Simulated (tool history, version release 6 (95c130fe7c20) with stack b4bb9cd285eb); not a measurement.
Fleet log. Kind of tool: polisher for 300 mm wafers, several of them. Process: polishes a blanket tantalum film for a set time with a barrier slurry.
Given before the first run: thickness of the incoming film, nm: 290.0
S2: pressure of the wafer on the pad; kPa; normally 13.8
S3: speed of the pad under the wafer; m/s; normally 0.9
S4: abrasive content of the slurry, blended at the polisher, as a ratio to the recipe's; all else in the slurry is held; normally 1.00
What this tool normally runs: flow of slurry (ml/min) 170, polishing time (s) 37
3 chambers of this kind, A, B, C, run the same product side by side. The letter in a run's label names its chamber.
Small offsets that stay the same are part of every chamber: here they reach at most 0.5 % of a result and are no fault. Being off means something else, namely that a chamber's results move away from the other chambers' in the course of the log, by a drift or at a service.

Run 1A, day 0.442: usual settings. Result: film removed (angstrom) 464.47.
Run 2C, day 0.900: usual settings. Result: film removed (angstrom) 470.56.
At day 0.925: chamber C: worn pad replaced by a new one.
Run 3B, day 1.388: usual settings. Result: film removed (angstrom) 474.03.
Run 4B, day 1.642: usual settings. Result: film removed (angstrom) 475.77.
At day 1.850: chamber A: worn pad replaced by a new one.
Run 5C, day 2.083: usual settings. Result: film removed (angstrom) 469.56.
Run 6A, day 2.329: usual settings. Result: film removed (angstrom) 472.25.
Run 7C, day 2.575: usual settings. Result: film removed (angstrom) 471.15.
Run 8B, day 2.942: usual settings but S2 16.5 kPa, polishing time (s) 41. Result: film removed (angstrom) 630.87.
At day 3.204: chamber C: slurry blender recalibrated.
Run 9A, day 3.304: usual settings but S2 16.5 kPa, polishing time (s) 41. Result: film removed (angstrom) 621.31.
At day 3.496: chamber C: head pressure recalibrated.
At day 3.638: chamber A: slurry blender recalibrated.
Run 10B, day 3.667: usual settings but S2 16.5 kPa, polishing time (s) 41. Result: film removed (angstrom) 631.44.
Run 11C, day 3.925: usual settings. Result: film removed (angstrom) 430.47.
Run 12A, day 4.208: usual settings. Result: film removed (angstrom) 474.22.
At day 4.225: chamber B: worn pad replaced by a new one.
At day 4.488: chamber C: worn pad replaced by a new one.
Run 13C, day 4.604: usual settings. Result: film removed (angstrom) 431.17.
Run 14A, day 5.046: usual settings. Result: film removed (angstrom) 471.32.
Run 15B, day 5.412: usual settings but S4 1.15. Result: film removed (angstrom) 489.29.
At day 5.658: chamber A: slurry nozzle cleaned.
At day 5.696: chamber A: worn pad replaced by a new one.
Run 16A, day 5.888: usual settings but S4 1.15. Result: film removed (angstrom) 487.71.
Run 17C, day 6.225: usual settings but S4 1.15. Result: film removed (angstrom) 450.45.
Run 18B, day 6.521: usual settings. Result: film removed (angstrom) 471.73.
Run 19C, day 6.975: usual settings. Result: film removed (angstrom) 435.61.
Run 20A, day 7.429: usual settings. Result: film removed (angstrom) 466.89.
Run 21B, day 7.917: usual settings. Result: film removed (angstrom) 465.34.
At day 8.071: chamber C: worn pad replaced by a new one.
Run 22B, day 8.175: usual settings. Result: film removed (angstrom) 466.09.
Run 23C, day 8.471: usual settings. Result: film removed (angstrom) 430.22.
Run 24A, day 8.775: usual settings but S4 0.85. Result: film removed (angstrom) 448.82.

Does one chamber stand apart from the rest, does the shared gauge drift, or is all well apart from small per-chamber offsets? Give the chamber and the most likely cause, where there is one.

Chamber C came out of a service off from its peers and stayed that way.
What lies behind it: head's pressure below its setpoint, % = 8.25.

Here are 4 candidates for chamber C's next run, each the usual settings with a change, their results left as question marks. Which one brings its results back in line with what the others give on the usual settings?
Maximum distance from the other chambers' mean on the usual settings for a result to count as in line: film removed (angstrom) 12.00
Run 25C-1, day 9.125: usual settings but S3 0.94 m/s. Result: film removed (angstrom) ?.
Run 25C-2, day 9.125: usual settings but polishing time (s) 36. Result: film removed (angstrom) ?.
Run 25C-3, day 9.125: usual settings but flow of slurry (ml/min) 200, S4 1.25. Result: film removed (angstrom) ?.
Run 25C-4, day 9.125: usual settings but polishing time (s) 34. Result: film removed (angstrom) ?.

What the other chambers average on the usual settings: film removed (angstrom) 470.09
  run  film removed (angstrom)
25C-1                   454.08
25C-2                   423.08
25C-3                   472.57
25C-4                   399.58
The answer is 25C-3, which returns the chamber to within the allowed miss of the others.

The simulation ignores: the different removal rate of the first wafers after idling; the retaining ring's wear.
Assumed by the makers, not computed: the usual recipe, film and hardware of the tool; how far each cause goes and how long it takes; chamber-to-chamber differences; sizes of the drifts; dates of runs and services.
